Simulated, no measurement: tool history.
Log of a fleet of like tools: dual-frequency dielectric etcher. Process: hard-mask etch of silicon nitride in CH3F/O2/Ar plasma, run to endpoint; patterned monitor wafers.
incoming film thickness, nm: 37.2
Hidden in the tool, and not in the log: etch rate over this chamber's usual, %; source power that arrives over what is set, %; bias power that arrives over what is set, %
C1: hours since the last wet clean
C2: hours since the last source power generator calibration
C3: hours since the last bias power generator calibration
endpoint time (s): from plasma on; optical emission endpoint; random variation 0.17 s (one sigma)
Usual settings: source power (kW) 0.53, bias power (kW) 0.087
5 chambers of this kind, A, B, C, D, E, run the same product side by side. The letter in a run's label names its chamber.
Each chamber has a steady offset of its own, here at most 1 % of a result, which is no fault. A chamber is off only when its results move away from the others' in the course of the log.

run 1C day=0.296 | source_power_(kW)=0.53 bias_power_(kW)=0.087 | C1=265.4 C2=979.3 C3=2337.3 | endpoint_time_(s)=44.956
run 2E day=0.762 | source_power_(kW)=0.53 bias_power_(kW)=0.087 | C1=221.2 C2=3133.1 C3=1714.6 | endpoint_time_(s)=45.376
run 3A day=1.117 | source_power_(kW)=0.53 bias_power_(kW)=0.087 | C1=95.8 C2=983.4 C3=2089.1 | endpoint_time_(s)=45.479
run 4B day=1.583 | source_power_(kW)=0.53 bias_power_(kW)=0.087 | C1=268.6 C2=1658.5 C3=1218.2 | endpoint_time_(s)=45.391
run 5D day=1.854 | source_power_(kW)=0.53 bias_power_(kW)=0.087 | C1=203 C2=3307.3 C3=795.5 | endpoint_time_(s)=45.22
run 6B day=2.167 | source_power_(kW)=0.53 bias_power_(kW)=0.087 | C1=282.6 C2=1672.5 C3=1232.2 | endpoint_time_(s)=45.261
run 7A day=2.479 | source_power_(kW)=0.53 bias_power_(kW)=0.087 | C1=128.5 C2=1016.1 C3=2121.8 | endpoint_time_(s)=45.433
run 8E day=2.917 | source_power_(kW)=0.53 bias_power_(kW)=0.087 | C1=272.9 C2=3184.8 C3=1766.3 | endpoint_time_(s)=45.218
run 9C day=3.4 | source_power_(kW)=0.53 bias_power_(kW)=0.087 | C1=339.9 C2=1053.8 C3=2411.8 | endpoint_time_(s)=45.078
run 10D day=3.812 | source_power_(kW)=0.53 bias_power_(kW)=0.087 | C1=250 C2=3354.3 C3=842.5 | endpoint_time_(s)=45.266
run 11B day=4.038 | source_power_(kW)=0.53 bias_power_(kW)=0.087 | C1=327.5 C2=1717.4 C3=1277.1 | endpoint_time_(s)=44.988
run 12C day=4.358 | source_power_(kW)=0.53 bias_power_(kW)=0.087 | C1=362.9 C2=1076.8 C3=2434.8 | endpoint_time_(s)=44.727
run 13D day=4.862 | source_power_(kW)=0.53 bias_power_(kW)=0.078 | C1=275.2 C2=3379.5 C3=867.7 | endpoint_time_(s)=46.831
run 14E day=5.338 | source_power_(kW)=0.53 bias_power_(kW)=0.078 | C1=331 C2=3242.9 C3=1824.4 | endpoint_time_(s)=46.643
run 15A day=5.654 | source_power_(kW)=0.53 bias_power_(kW)=0.078 | C1=204.7 C2=1092.3 C3=2198 | endpoint_time_(s)=46.962
run 16C day=5.933 | source_power_(kW)=0.53 bias_power_(kW)=0.078 | C1=400.7 C2=1114.6 C3=2472.6 | endpoint_time_(s)=46.768
-- day=6.258 chamber C: wet clean of the chamber
run 17D day=6.362 | source_power_(kW)=0.53 bias_power_(kW)=0.078 | C1=311.2 C2=3415.5 C3=903.7 | endpoint_time_(s)=46.92
run 18B day=6.617 | source_power_(kW)=0.53 bias_power_(kW)=0.087 | C1=389.4 C2=1779.3 C3=1339 | endpoint_time_(s)=45.257
run 19E day=7.075 | source_power_(kW)=0.53 bias_power_(kW)=0.087 | C1=372.7 C2=3284.6 C3=1866.1 | endpoint_time_(s)=44.654
run 20A day=7.579 | source_power_(kW)=0.53 bias_power_(kW)=0.104 | C1=250.9 C2=1138.5 C3=2244.2 | endpoint_time_(s)=42.727
run 21A day=7.892 | source_power_(kW)=0.53 bias_power_(kW)=0.104 | C1=258.4 C2=1146 C3=2251.7 | endpoint_time_(s)=42.899
run 22C day=8.196 | source_power_(kW)=0.53 bias_power_(kW)=0.104 | C1=46.5 C2=1168.9 C3=2526.9 | endpoint_time_(s)=41.903
run 23D day=8.438 | source_power_(kW)=0.53 bias_power_(kW)=0.104 | C1=361 C2=3465.3 C3=953.5 | endpoint_time_(s)=42.477
run 24B day=8.854 | source_power_(kW)=0.53 bias_power_(kW)=0.104 | C1=443.1 C2=1833 C3=1392.7 | endpoint_time_(s)=42.287
run 25E day=9.075 | source_power_(kW)=0.53 bias_power_(kW)=0.087 | C1=420.7 C2=3332.6 C3=1914.1 | endpoint_time_(s)=44.346
run 26A day=9.438 | source_power_(kW)=0.53 bias_power_(kW)=0.087 | C1=295.5 C2=1183.1 C3=2288.8 | endpoint_time_(s)=45.633
run 27E day=9.821 | source_power_(kW)=0.53 bias_power_(kW)=0.087 | C1=438.6 C2=3350.5 C3=1932 | endpoint_time_(s)=44.267
run 28D day=10.3 | source_power_(kW)=0.53 bias_power_(kW)=0.087 | C1=405.7 C2=3510 C3=998.2 | endpoint_time_(s)=45.181
run 29C day=10.792 | source_power_(kW)=0.53 bias_power_(kW)=0.087 | C1=108.8 C2=1231.2 C3=2589.2 | endpoint_time_(s)=45.216
-- day=10.975 chamber D: wet clean of the chamber
run 30B day=11.179 | source_power_(kW)=0.53 bias_power_(kW)=0.087 | C1=498.9 C2=1888.8 C3=1448.5 | endpoint_time_(s)=45.055
run 31E day=11.525 | source_power_(kW)=0.53 bias_power_(kW)=0.087 | C1=479.5 C2=3391.4 C3=1972.9 | endpoint_time_(s)=44.082
run 32D day=11.858 | source_power_(kW)=0.43 bias_power_(kW)=0.078 | C1=21.2 C2=3547.4 C3=1035.6 | endpoint_time_(s)=51.094
run 33C day=12.333 | source_power_(kW)=0.43 bias_power_(kW)=0.078 | C1=145.8 C2=1268.2 C3=2626.2 | endpoint_time_(s)=50.539
run 34A day=12.7 | source_power_(kW)=0.43 bias_power_(kW)=0.078 | C1=373.8 C2=1261.4 C3=2367.1 | endpoint_time_(s)=51.093
-- day=12.725 chamber B: wet clean of the chamber
run 35B day=13.017 | source_power_(kW)=0.43 bias_power_(kW)=0.078 | C1=7.1 C2=1932.9 C3=1492.6 | endpoint_time_(s)=50.86
run 36B day=13.354 | source_power_(kW)=0.43 bias_power_(kW)=0.078 | C1=15.2 C2=1941 C3=1500.7 | endpoint_time_(s)=51.076
run 37D day=13.571 | source_power_(kW)=0.53 bias_power_(kW)=0.087 | C1=62.3 C2=3588.5 C3=1076.7 | endpoint_time_(s)=45.302
run 38E day=13.921 | source_power_(kW)=0.53 bias_power_(kW)=0.087 | C1=537 C2=3448.9 C3=2030.4 | endpoint_time_(s)=43.95
run 39C day=14.296 | source_power_(kW)=0.53 bias_power_(kW)=0.087 | C1=192.9 C2=1315.3 C3=2673.3 | endpoint_time_(s)=45.14
run 40A day=14.708 | source_power_(kW)=0.53 bias_power_(kW)=0.087 | C1=422 C2=1309.6 C3=2415.3 | endpoint_time_(s)=45.501
run 41C day=15.138 | source_power_(kW)=0.53 bias_power_(kW)=0.087 | C1=213.1 C2=1335.5 C3=2693.5 | endpoint_time_(s)=44.958
run 42D day=15.471 | source_power_(kW)=0.58 bias_power_(kW)=0.069 | C1=107.9 C2=3634.1 C3=1122.3 | endpoint_time_(s)=47.359
run 43A day=15.912 | source_power_(kW)=0.58 bias_power_(kW)=0.069 | C1=450.9 C2=1338.5 C3=2444.2 | endpoint_time_(s)=47.435
run 44B day=16.325 | source_power_(kW)=0.58 bias_power_(kW)=0.069 | C1=86.5 C2=2012.3 C3=1572 | endpoint_time_(s)=46.928

What goes on in this fleet: one chamber off, a drifting gauge, or nothing beyond the chambers' own small offsets? Name the chamber and the cause, if any.

Chamber E drifts away from the others.
Cause: etch rate over this chamber's usual, % = 4.38.

Here are 4 candidates for chamber E's next run, each the usual settings with a change, their results left as question marks. Which one brings its results back in line with what the others give on the usual settings?
In line means no further than this from the other chambers' mean on the usual settings: endpoint time (s) 0.6
run 45E-1 day=16.688 | source_power_(kW)=0.47 bias_power_(kW)=0.078 | endpoint_time_(s)=?
run 45E-2 day=16.688 | source_power_(kW)=0.5 bias_power_(kW)=0.082 | endpoint_time_(s)=?
run 45E-3 day=16.688 | source_power_(kW)=0.56 bias_power_(kW)=0.092 | endpoint_time_(s)=?
run 45E-4 day=16.688 | source_power_(kW)=0.66 bias_power_(kW)=0.087 | endpoint_time_(s)=?

The other chambers' mean on the usual settings: endpoint time (s) 45.21
run=45E-1 endpoint_time_(s)=47.236
run=45E-2 endpoint_time_(s)=45.35
run=45E-3 endpoint_time_(s)=41.731
run=45E-4 endpoint_time_(s)=40.024
45E-2 brings the chamber back in line.

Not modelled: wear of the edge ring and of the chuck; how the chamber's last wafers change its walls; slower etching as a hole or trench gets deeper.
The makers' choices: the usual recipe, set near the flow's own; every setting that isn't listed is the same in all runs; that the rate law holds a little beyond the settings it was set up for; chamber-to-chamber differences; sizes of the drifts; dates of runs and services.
